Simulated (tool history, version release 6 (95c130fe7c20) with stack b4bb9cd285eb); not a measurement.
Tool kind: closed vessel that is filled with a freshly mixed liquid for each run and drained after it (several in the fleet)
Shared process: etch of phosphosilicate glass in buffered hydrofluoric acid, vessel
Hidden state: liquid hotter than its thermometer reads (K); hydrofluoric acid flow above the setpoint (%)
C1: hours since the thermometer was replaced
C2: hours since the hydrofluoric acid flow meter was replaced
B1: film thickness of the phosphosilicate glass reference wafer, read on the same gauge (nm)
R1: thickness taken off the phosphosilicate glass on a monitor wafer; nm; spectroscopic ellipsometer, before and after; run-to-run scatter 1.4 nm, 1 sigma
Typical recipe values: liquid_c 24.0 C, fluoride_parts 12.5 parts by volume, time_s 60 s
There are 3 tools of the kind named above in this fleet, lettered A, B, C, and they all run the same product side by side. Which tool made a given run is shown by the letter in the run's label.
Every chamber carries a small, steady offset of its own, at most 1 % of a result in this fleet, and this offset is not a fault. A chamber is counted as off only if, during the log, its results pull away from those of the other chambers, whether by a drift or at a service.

{"run": "1C", "hour": 12.0, "liquid_c": 24.0, "fluoride_parts": 12.5, "time_s": 60, "C1": 2976.4, "C2": 327.9, "B1": 89.996, "R1": 146.75}
{"run": "2B", "hour": 19.9, "liquid_c": 24.0, "fluoride_parts": 12.5, "time_s": 60, "C1": 2865.0, "C2": 895.3, "B1": 90.045, "R1": 146.61}
{"hour": 25.7, "done": "chamber C: thermometer replaced"}
{"run": "3A", "hour": 25.8, "liquid_c": 24.0, "fluoride_parts": 12.5, "time_s": 60, "C1": 2038.2, "C2": 595.2, "B1": 89.99, "R1": 144.79}
{"run": "4A", "hour": 37.1, "liquid_c": 24.0, "fluoride_parts": 12.5, "time_s": 60, "C1": 2049.5, "C2": 606.5, "B1": 90.008, "R1": 147.47}
{"run": "5B", "hour": 43.9, "liquid_c": 24.0, "fluoride_parts": 15.0, "time_s": 60, "C1": 2889.0, "C2": 919.3, "B1": 90.024, "R1": 124.46}
{"run": "6C", "hour": 51.9, "liquid_c": 24.0, "fluoride_parts": 15.0, "time_s": 60, "C1": 26.2, "C2": 367.8, "B1": 89.968, "R1": 123.22}
{"run": "7C", "hour": 58.6, "liquid_c": 24.0, "fluoride_parts": 15.0, "time_s": 60, "C1": 32.9, "C2": 374.5, "B1": 90.021, "R1": 122.83}
{"run": "8A", "hour": 70.1, "liquid_c": 24.0, "fluoride_parts": 12.5, "time_s": 60, "C1": 2082.5, "C2": 639.5, "B1": 89.998, "R1": 146.4}
{"run": "9B", "hour": 80.6, "liquid_c": 27.5, "fluoride_parts": 12.5, "time_s": 60, "C1": 2925.7, "C2": 956.0, "B1": 89.99, "R1": 181.41}
{"hour": 81.0, "done": "chamber A: thermometer replaced"}
{"run": "10C", "hour": 90.6, "liquid_c": 27.5, "fluoride_parts": 12.5, "time_s": 60, "C1": 64.9, "C2": 406.5, "B1": 90.004, "R1": 175.41}
{"run": "11A", "hour": 103.8, "liquid_c": 27.5, "fluoride_parts": 12.5, "time_s": 60, "C1": 22.8, "C2": 673.2, "B1": 90.029, "R1": 178.73}
{"run": "12B", "hour": 110.5, "liquid_c": 24.0, "fluoride_parts": 12.5, "time_s": 60, "C1": 2955.6, "C2": 985.9, "B1": 90.011, "R1": 148.74}
{"run": "13B", "hour": 119.7, "liquid_c": 24.0, "fluoride_parts": 16.0, "time_s": 60, "C1": 2964.8, "C2": 995.1, "B1": 90.003, "R1": 115.55}
{"run": "14A", "hour": 126.2, "liquid_c": 24.0, "fluoride_parts": 16.0, "time_s": 60, "C1": 45.2, "C2": 695.6, "B1": 89.993, "R1": 117.68}
{"run": "15C", "hour": 135.6, "liquid_c": 24.0, "fluoride_parts": 16.0, "time_s": 60, "C1": 109.9, "C2": 451.5, "B1": 89.972, "R1": 117.17}
{"run": "16A", "hour": 143.9, "liquid_c": 24.0, "fluoride_parts": 12.5, "time_s": 60, "C1": 62.9, "C2": 713.3, "B1": 89.982, "R1": 148.1}
{"run": "17B", "hour": 150.2, "liquid_c": 24.0, "fluoride_parts": 12.5, "time_s": 60, "C1": 2995.3, "C2": 1025.6, "B1": 90.005, "R1": 150.8}
{"hour": 152.4, "done": "chamber B: thermometer replaced"}
{"run": "18C", "hour": 158.5, "liquid_c": 19.5, "fluoride_parts": 9.0, "time_s": 60, "C1": 132.8, "C2": 474.4, "B1": 89.974, "R1": 150.37}
{"run": "19A", "hour": 166.5, "liquid_c": 19.5, "fluoride_parts": 9.0, "time_s": 60, "C1": 85.5, "C2": 735.9, "B1": 90.012, "R1": 151.04}
{"run": "20C", "hour": 177.8, "liquid_c": 19.5, "fluoride_parts": 9.0, "time_s": 60, "C1": 152.1, "C2": 493.7, "B1": 90.006, "R1": 150.36}
{"run": "21B", "hour": 184.1, "liquid_c": 24.0, "fluoride_parts": 12.5, "time_s": 60, "C1": 31.7, "C2": 1059.5, "B1": 90.004, "R1": 146.4}
{"run": "22A", "hour": 195.5, "liquid_c": 24.0, "fluoride_parts": 12.5, "time_s": 60, "C1": 114.5, "C2": 764.9, "B1": 89.971, "R1": 147.55}
{"run": "23B", "hour": 203.1, "liquid_c": 24.0, "fluoride_parts": 8.0, "time_s": 60, "C1": 50.7, "C2": 1078.5, "B1": 89.97, "R1": 227.3}
{"run": "24C", "hour": 212.1, "liquid_c": 24.0, "fluoride_parts": 8.0, "time_s": 60, "C1": 186.4, "C2": 528.0, "B1": 90.003, "R1": 221.9}
{"run": "25B", "hour": 222.6, "liquid_c": 24.0, "fluoride_parts": 8.0, "time_s": 60, "C1": 70.2, "C2": 1098.0, "B1": 90.02, "R1": 222.82}
{"run": "26C", "hour": 234.6, "liquid_c": 24.0, "fluoride_parts": 12.5, "time_s": 60, "C1": 208.9, "C2": 550.5, "B1": 89.985, "R1": 145.68}
{"run": "27A", "hour": 246.1, "liquid_c": 24.0, "fluoride_parts": 12.5, "time_s": 60, "C1": 165.1, "C2": 815.5, "B1": 90.011, "R1": 144.82}
{"run": "28B", "hour": 255.9, "liquid_c": 24.0, "fluoride_parts": 12.5, "time_s": 60, "C1": 103.5, "C2": 1131.3, "B1": 89.986, "R1": 150.03}
{"run": "29A", "hour": 266.7, "liquid_c": 24.0, "fluoride_parts": 9.0, "time_s": 45, "C1": 185.7, "C2": 836.1, "B1": 89.986, "R1": 148.24}
{"run": "30C", "hour": 277.3, "liquid_c": 24.0, "fluoride_parts": 9.0, "time_s": 45, "C1": 251.6, "C2": 593.2, "B1": 89.998, "R1": 146.55}
{"run": "31C", "hour": 287.5, "liquid_c": 24.0, "fluoride_parts": 9.0, "time_s": 45, "C1": 261.8, "C2": 603.4, "B1": 89.982, "R1": 147.74}
{"run": "32B", "hour": 297.0, "liquid_c": 24.0, "fluoride_parts": 12.5, "time_s": 60, "C1": 144.6, "C2": 1172.4, "B1": 89.995, "R1": 149.16}
{"run": "33A", "hour": 304.7, "liquid_c": 24.0, "fluoride_parts": 12.5, "time_s": 60, "C1": 223.7, "C2": 874.1, "B1": 90.002, "R1": 146.01}
{"run": "34C", "hour": 313.4, "liquid_c": 24.0, "fluoride_parts": 12.5, "time_s": 60, "C1": 287.7, "C2": 629.3, "B1": 89.977, "R1": 148.47}
{"run": "35A", "hour": 322.8, "liquid_c": 24.0, "fluoride_parts": 12.5, "time_s": 60, "C1": 241.8, "C2": 892.2, "B1": 89.986, "R1": 149.01}

Decide between three cases: one chamber stands off from its peers, the gauge reading all wafers drifts, or nothing is wrong past each chamber's small offset. Where a chamber is off, say which and what most likely put it there.

The fleet is healthy, with each chamber sitting at its usual small offset and no drift in the gauge.

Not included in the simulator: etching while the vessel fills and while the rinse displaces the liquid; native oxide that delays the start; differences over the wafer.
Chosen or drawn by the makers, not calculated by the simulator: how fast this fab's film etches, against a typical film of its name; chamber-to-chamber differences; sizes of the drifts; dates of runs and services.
